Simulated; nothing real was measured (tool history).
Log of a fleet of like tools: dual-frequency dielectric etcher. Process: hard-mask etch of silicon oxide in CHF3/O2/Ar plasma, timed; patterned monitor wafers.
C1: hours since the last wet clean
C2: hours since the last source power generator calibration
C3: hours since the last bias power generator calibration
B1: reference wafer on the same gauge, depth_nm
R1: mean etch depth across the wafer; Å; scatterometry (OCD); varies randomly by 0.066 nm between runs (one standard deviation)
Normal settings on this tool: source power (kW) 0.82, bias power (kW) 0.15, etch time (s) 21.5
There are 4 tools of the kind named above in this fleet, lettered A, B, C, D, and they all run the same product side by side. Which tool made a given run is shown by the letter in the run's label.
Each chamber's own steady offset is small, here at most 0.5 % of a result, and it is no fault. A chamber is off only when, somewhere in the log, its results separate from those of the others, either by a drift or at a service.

{"run": "1A", "hour": 4.8, "source power (kW)": 0.82, "bias power (kW)": 0.15, "etch time (s)": 21.5, "C1": 48.4, "C2": 1211.8, "C3": 1551.7, "B1": 43.69, "R1": 452.33}
{"run": "2C", "hour": 9.2, "source power (kW)": 0.82, "bias power (kW)": 0.15, "etch time (s)": 21.5, "C1": 63.5, "C2": 601.8, "C3": 1677.1, "B1": 43.708, "R1": 451.01}
{"run": "3D", "hour": 15.6, "source power (kW)": 0.82, "bias power (kW)": 0.15, "etch time (s)": 21.5, "C1": 225.6, "C2": 3722.9, "C3": 1089.5, "B1": 43.697, "R1": 450.7}
{"run": "4B", "hour": 21.7, "source power (kW)": 0.82, "bias power (kW)": 0.15, "etch time (s)": 21.5, "C1": 161.2, "C2": 1495.7, "C3": 523.2, "B1": 43.727, "R1": 453.46}
{"run": "5B", "hour": 27.9, "source power (kW)": 0.82, "bias power (kW)": 0.15, "etch time (s)": 21.5, "C1": 167.4, "C2": 1501.9, "C3": 529.4, "B1": 43.723, "R1": 453.4}
{"run": "6D", "hour": 37.1, "source power (kW)": 0.82, "bias power (kW)": 0.15, "etch time (s)": 21.5, "C1": 247.1, "C2": 3744.4, "C3": 1111, "B1": 43.732, "R1": 450.69}
{"run": "7C", "hour": 43.2, "source power (kW)": 0.82, "bias power (kW)": 0.15, "etch time (s)": 21.5, "C1": 97.5, "C2": 635.8, "C3": 1711.1, "B1": 43.738, "R1": 450.33}
{"run": "8A", "hour": 51.4, "source power (kW)": 0.82, "bias power (kW)": 0.15, "etch time (s)": 21.5, "C1": 95, "C2": 1258.4, "C3": 1598.3, "B1": 43.735, "R1": 452.08}
{"run": "9A", "hour": 56.1, "source power (kW)": 0.82, "bias power (kW)": 0.15, "etch time (s)": 21.5, "C1": 99.7, "C2": 1263.1, "C3": 1603, "B1": 43.752, "R1": 451.52}
{"run": "10B", "hour": 65.3, "source power (kW)": 0.82, "bias power (kW)": 0.15, "etch time (s)": 21.5, "C1": 204.8, "C2": 1539.3, "C3": 566.8, "B1": 43.755, "R1": 454.63}
{"run": "11D", "hour": 70.9, "source power (kW)": 0.92, "bias power (kW)": 0.167, "etch time (s)": 21.5, "C1": 280.9, "C2": 3778.2, "C3": 1144.8, "B1": 43.756, "R1": 488.67}
{"run": "12C", "hour": 79.9, "source power (kW)": 0.92, "bias power (kW)": 0.167, "etch time (s)": 21.5, "C1": 134.2, "C2": 672.5, "C3": 1747.8, "B1": 43.765, "R1": 489.57}
{"run": "13A", "hour": 86.2, "source power (kW)": 0.92, "bias power (kW)": 0.167, "etch time (s)": 21.5, "C1": 129.8, "C2": 1293.2, "C3": 1633.1, "B1": 43.772, "R1": 490.29}
{"run": "14C", "hour": 94.6, "source power (kW)": 0.92, "bias power (kW)": 0.167, "etch time (s)": 21.5, "C1": 148.9, "C2": 687.2, "C3": 1762.5, "B1": 43.794, "R1": 487.48}
{"run": "15D", "hour": 100.3, "source power (kW)": 0.82, "bias power (kW)": 0.15, "etch time (s)": 21.5, "C1": 310.3, "C2": 3807.6, "C3": 1174.2, "B1": 43.776, "R1": 452.27}
{"run": "16B", "hour": 105.4, "source power (kW)": 0.82, "bias power (kW)": 0.15, "etch time (s)": 21.5, "C1": 244.9, "C2": 1579.4, "C3": 606.9, "B1": 43.804, "R1": 454.36}
{"run": "17D", "hour": 113.7, "source power (kW)": 0.9, "bias power (kW)": 0.162, "etch time (s)": 21.5, "C1": 323.7, "C2": 3821, "C3": 1187.6, "B1": 43.789, "R1": 478.52}
{"run": "18C", "hour": 122.6, "source power (kW)": 0.9, "bias power (kW)": 0.162, "etch time (s)": 21.5, "C1": 176.9, "C2": 715.2, "C3": 1790.5, "B1": 43.795, "R1": 480.55}
{"run": "19A", "hour": 128.3, "source power (kW)": 0.9, "bias power (kW)": 0.162, "etch time (s)": 21.5, "C1": 171.9, "C2": 1335.3, "C3": 1675.2, "B1": 43.825, "R1": 481.17}
{"run": "20B", "hour": 137.4, "source power (kW)": 0.9, "bias power (kW)": 0.162, "etch time (s)": 21.5, "C1": 276.9, "C2": 1611.4, "C3": 638.9, "B1": 43.822, "R1": 482.77}
{"run": "21D", "hour": 146.6, "source power (kW)": 0.82, "bias power (kW)": 0.15, "etch time (s)": 21.5, "C1": 356.6, "C2": 3853.9, "C3": 1220.5, "B1": 43.811, "R1": 452.58}
{"run": "22C", "hour": 151.9, "source power (kW)": 0.82, "bias power (kW)": 0.15, "etch time (s)": 21.5, "C1": 206.2, "C2": 744.5, "C3": 1819.8, "B1": 43.815, "R1": 453.05}
{"run": "23A", "hour": 158.9, "source power (kW)": 0.82, "bias power (kW)": 0.15, "etch time (s)": 21.5, "C1": 202.5, "C2": 1365.9, "C3": 1705.8, "B1": 43.832, "R1": 454.52}
{"run": "24B", "hour": 166.8, "source power (kW)": 0.82, "bias power (kW)": 0.15, "etch time (s)": 21.5, "C1": 306.3, "C2": 1640.8, "C3": 668.3, "B1": 43.833, "R1": 453.68}
{"run": "25B", "hour": 175.3, "source power (kW)": 0.82, "bias power (kW)": 0.15, "etch time (s)": 21.5, "C1": 314.8, "C2": 1649.3, "C3": 676.8, "B1": 43.859, "R1": 454.5}
{"run": "26C", "hour": 183.9, "source power (kW)": 0.82, "bias power (kW)": 0.15, "etch time (s)": 21.5, "C1": 238.2, "C2": 776.5, "C3": 1851.8, "B1": 43.85, "R1": 452.34}
{"run": "27A", "hour": 189.1, "source power (kW)": 0.82, "bias power (kW)": 0.15, "etch time (s)": 21.5, "C1": 232.7, "C2": 1396.1, "C3": 1736, "B1": 43.867, "R1": 454.34}
{"run": "28D", "hour": 195.0, "source power (kW)": 0.82, "bias power (kW)": 0.15, "etch time (s)": 21.5, "C1": 405, "C2": 3902.3, "C3": 1268.9, "B1": 43.86, "R1": 452.78}
{"run": "29B", "hour": 202.1, "source power (kW)": 0.82, "bias power (kW)": 0.15, "etch time (s)": 21.5, "C1": 341.6, "C2": 1676.1, "C3": 703.6, "B1": 43.853, "R1": 456.36}
{"run": "30A", "hour": 206.1, "source power (kW)": 0.82, "bias power (kW)": 0.15, "etch time (s)": 21.5, "C1": 249.7, "C2": 1413.1, "C3": 1753, "B1": 43.883, "R1": 455.07}
{"run": "31C", "hour": 210.3, "source power (kW)": 0.82, "bias power (kW)": 0.15, "etch time (s)": 21.5, "C1": 264.6, "C2": 802.9, "C3": 1878.2, "B1": 43.885, "R1": 452.54}
{"run": "32D", "hour": 218.7, "source power (kW)": 0.82, "bias power (kW)": 0.15, "etch time (s)": 21.5, "C1": 428.7, "C2": 3926, "C3": 1292.6, "B1": 43.886, "R1": 452.6}
{"run": "33B", "hour": 225.3, "source power (kW)": 0.82, "bias power (kW)": 0.15, "etch time (s)": 21.5, "C1": 364.8, "C2": 1699.3, "C3": 726.8, "B1": 43.89, "R1": 455.27}
{"run": "34A", "hour": 231.1, "source power (kW)": 0.82, "bias power (kW)": 0.15, "etch time (s)": 21.5, "C1": 274.7, "C2": 1438.1, "C3": 1778, "B1": 43.91, "R1": 453.85}
{"run": "35D", "hour": 235.4, "source power (kW)": 0.82, "bias power (kW)": 0.15, "etch time (s)": 21.5, "C1": 445.4, "C2": 3942.7, "C3": 1309.3, "B1": 43.9, "R1": 452.36}
{"run": "36C", "hour": 242.6, "source power (kW)": 0.82, "bias power (kW)": 0.15, "etch time (s)": 21.5, "C1": 296.9, "C2": 835.2, "C3": 1910.5, "B1": 43.912, "R1": 455.15}
{"run": "37D", "hour": 250.6, "source power (kW)": 0.82, "bias power (kW)": 0.15, "etch time (s)": 21.5, "C1": 460.6, "C2": 3957.9, "C3": 1324.5, "B1": 43.914, "R1": 454.12}
{"run": "38C", "hour": 259.8, "source power (kW)": 0.82, "bias power (kW)": 0.15, "etch time (s)": 21.5, "C1": 314.1, "C2": 852.4, "C3": 1927.7, "B1": 43.927, "R1": 452.86}
{"run": "39B", "hour": 265.7, "source power (kW)": 0.82, "bias power (kW)": 0.15, "etch time (s)": 21.5, "C1": 405.2, "C2": 1739.7, "C3": 767.2, "B1": 43.925, "R1": 456.14}
{"run": "40A", "hour": 274.6, "source power (kW)": 0.94, "bias power (kW)": 0.15, "etch time (s)": 21.5, "C1": 318.2, "C2": 1481.6, "C3": 1821.5, "B1": 43.957, "R1": 479.31}
{"run": "41D", "hour": 279.1, "source power (kW)": 0.94, "bias power (kW)": 0.15, "etch time (s)": 21.5, "C1": 489.1, "C2": 3986.4, "C3": 1353, "B1": 43.934, "R1": 477.57}
{"run": "42B", "hour": 285.2, "source power (kW)": 0.94, "bias power (kW)": 0.15, "etch time (s)": 21.5, "C1": 424.7, "C2": 1759.2, "C3": 786.7, "B1": 43.932, "R1": 481.82}
{"run": "43C", "hour": 291.6, "source power (kW)": 0.94, "bias power (kW)": 0.15, "etch time (s)": 21.5, "C1": 345.9, "C2": 884.2, "C3": 1959.5, "B1": 43.96, "R1": 478.12}
{"run": "44A", "hour": 296.9, "source power (kW)": 0.82, "bias power (kW)": 0.15, "etch time (s)": 21.5, "C1": 340.5, "C2": 1503.9, "C3": 1843.8, "B1": 43.928, "R1": 454.53}

For the next run the whole fleet of 4 chambers uses the same settings. Give each chamber's results:
{"run": "45A", "hour": 303.6, "source power (kW)": 0.82, "bias power (kW)": 0.15, "etch time (s)": 21.5, "R1": "?"}
{"run": "45B", "hour": 303.6, "source power (kW)": 0.82, "bias power (kW)": 0.15, "etch time (s)": 21.5, "R1": "?"}
{"run": "45C", "hour": 303.6, "source power (kW)": 0.82, "bias power (kW)": 0.15, "etch time (s)": 21.5, "R1": "?"}
{"run": "45D", "hour": 303.6, "source power (kW)": 0.82, "bias power (kW)": 0.15, "etch time (s)": 21.5, "R1": "?"}

run=45A R1=453.78
run=45B R1=456.22
run=45C R1=454.13
run=45D R1=452.63
